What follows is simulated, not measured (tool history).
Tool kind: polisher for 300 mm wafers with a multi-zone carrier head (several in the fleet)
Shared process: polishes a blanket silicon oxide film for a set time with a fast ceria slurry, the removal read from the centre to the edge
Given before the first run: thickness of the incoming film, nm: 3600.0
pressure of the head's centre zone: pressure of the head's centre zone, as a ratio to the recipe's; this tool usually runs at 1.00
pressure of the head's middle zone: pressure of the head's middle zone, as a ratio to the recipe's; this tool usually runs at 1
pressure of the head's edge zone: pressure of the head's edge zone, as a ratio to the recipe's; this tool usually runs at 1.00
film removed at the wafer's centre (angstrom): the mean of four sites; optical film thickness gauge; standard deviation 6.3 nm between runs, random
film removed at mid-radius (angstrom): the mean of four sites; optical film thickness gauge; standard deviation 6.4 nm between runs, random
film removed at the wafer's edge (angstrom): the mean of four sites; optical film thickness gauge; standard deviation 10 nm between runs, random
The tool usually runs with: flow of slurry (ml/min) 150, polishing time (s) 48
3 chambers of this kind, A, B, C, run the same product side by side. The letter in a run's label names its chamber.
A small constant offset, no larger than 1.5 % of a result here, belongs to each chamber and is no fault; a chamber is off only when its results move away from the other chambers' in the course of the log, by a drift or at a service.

run   hour  flow of slurry (ml/min)  pressure of the head's centre zone  pressure of the head's middle zone  pressure of the head's edge zone  polishing time (s)  film removed at the wafer's centre (angstrom)  film removed at mid-radius (angstrom)  film removed at the wafer's edge (angstrom)
 1B    5.4                      150                                1.00                                   1                              1.00                  48                                         7149.0                                 7166.6                                       7031.9
 2C   15.3                      150                                1.00                                   1                              1.00                  48                                         7144.9                                 7003.5                                       6959.6
      23.0  -- chamber A: slurry nozzle cleaned
 3A   23.6                      150                                1.00                                   1                              1.00                  48                                         7057.5                                 7153.2                                       6950.5
 4C   28.3                      150                                1.00                                   1                              1.00                  48                                         7061.0                                 7058.8                                       6979.7
      32.5  -- chamber C: worn pad replaced by a new one
 5A   34.9                      150                                1.00                                   1                              1.00                  48                                         7154.2                                 7145.4                                       7055.7
 6B   45.1                      150                                1.00                                   1                              1.00                  48                                         7119.4                                 7271.9                                       7154.8
 7C   53.4                      150                                1.00                                   1                              1.00                  48                                         7211.5                                 7102.5                                       7059.6
      59.2  -- chamber C: edge zone pressure recalibrated
 8A   63.0                      150                                1.00                                   1                              1.00                  48                                         6943.6                                 7228.4                                       7271.1
      67.5  -- chamber B: centre zone pressure recalibrated
 9B   68.7                      150                                1.00                                   1                              1.00                  48                                         7253.3                                 7323.2                                       7042.0
10A   79.0                      150                                1.00                                   1                              1.00                  48                                         6973.7                                 7190.9                                       7011.4
11C   86.5                      150                                1.06                                   1                              0.93                  48                                         7629.4                                 7113.4                                       6873.8
      94.1  -- chamber B: worn pad replaced by a new one
12B   97.0                      150                                1.06                                   1                              0.93                  48                                         7560.7                                 7298.0                                       6793.3
13A  105.3                      150                                1.06                                   1                              0.93                  48                                         7433.9                                 7029.4                                       6911.0
14B  110.7                      150                                1.00                                   1                              1.00                  48                                         7126.6                                 7309.6                                       7114.2
15C  115.8                      150                                1.00                                   1                              1.00                  48                                         7108.8                                 6930.2                                       7205.3
16A  126.0                      150                                1.00                                   1                              1.00                  48                                         6868.9                                 7108.6                                       7065.4
     128.2  -- chamber C: worn pad replaced by a new one
     135.1  -- chamber C: slurry nozzle cleaned
17C  136.4                      150                                1.00                                   1                              1.00                  48                                         7197.6                                 7062.2                                       7133.2
18B  143.7                      150                                1.00                                   1                              1.00                  48                                         7190.1                                 7150.1                                       7114.8
19C  151.4                      150                                1.00                                   1                              1.00                  48                                         7095.3                                 7063.7                                       6816.7
20A  156.2                      150                                1.00                                   1                              1.00                  48                                         6987.8                                 7013.8                                       7186.5
21B  163.3                      150                                1.00                                   1                              1.00                  48                                         7228.7                                 7191.6                                       7000.2
22A  168.4                      150                                1.00                                   1                              1.00                  48                                         6886.8                                 7014.3                                       7020.5
23B  179.1                      150                                1.00                                   1                              1.00                  48                                         7107.9                                 7220.3                                       7084.8
24C  186.4                      150                                1.00                                   1                              1.00                  48                                         7112.9                                 7032.3                                       6923.6
25A  192.1                      150                                1.00                                   1                              1.00                  48                                         6838.4                                 6935.3                                       6813.6
26B  196.9                      150                                1.04                                   1                              1.04                  48                                         7427.5                                 7035.0                                       7275.8
27C  204.6                      150                                1.04                                   1                              1.04                  48                                         7462.1                                 7019.3                                       7150.2
     208.6  -- chamber B: worn pad replaced by a new one
28C  210.1                      150                                1.04                                   1                              1.04                  48                                         7403.1                                 7089.2                                       7274.7
     214.8  -- chamber B: edge zone pressure recalibrated
29B  215.0                      150                                1.00                                   1                              0.94                  42                                         6197.1                                 6378.3                                       6040.8
30A  225.5                      150                                1.00                                   1                              0.94                  42                                         5883.8                                 6019.6                                       5764.5
     229.9  -- chamber C: worn pad replaced by a new one
31A  235.8                      150                                1.00                                   1                              0.94                  42                                         5993.1                                 5994.1                                       5766.9
32B  240.9                      150                                1.00                                   1                              1.00                  48                                         7031.6                                 7169.0                                       7078.2
33C  249.6                      150                                1.00                                   1                              1.00                  48                                         7135.9                                 7083.4                                       6916.8

Each of the 3 chambers runs these same settings next. Fill in every chamber's results:
34A  257.5                      150                                1.00                                   1                              1.07                  48                                              ?                                      ?                                            ?
34B  257.5                      150                                1.00                                   1                              1.07                  48                                              ?                                      ?                                            ?
34C  257.5                      150                                1.00                                   1                              1.07                  48                                              ?                                      ?                                            ?

run  film removed at the wafer's centre (angstrom)  film removed at mid-radius (angstrom)  film removed at the wafer's edge (angstrom)
34A                                         6539.9                                 6825.1                                       6980.6
34B                                         7084.9                                 7151.4                                       7390.2
34C                                         7172.8                                 7043.6                                       7309.5

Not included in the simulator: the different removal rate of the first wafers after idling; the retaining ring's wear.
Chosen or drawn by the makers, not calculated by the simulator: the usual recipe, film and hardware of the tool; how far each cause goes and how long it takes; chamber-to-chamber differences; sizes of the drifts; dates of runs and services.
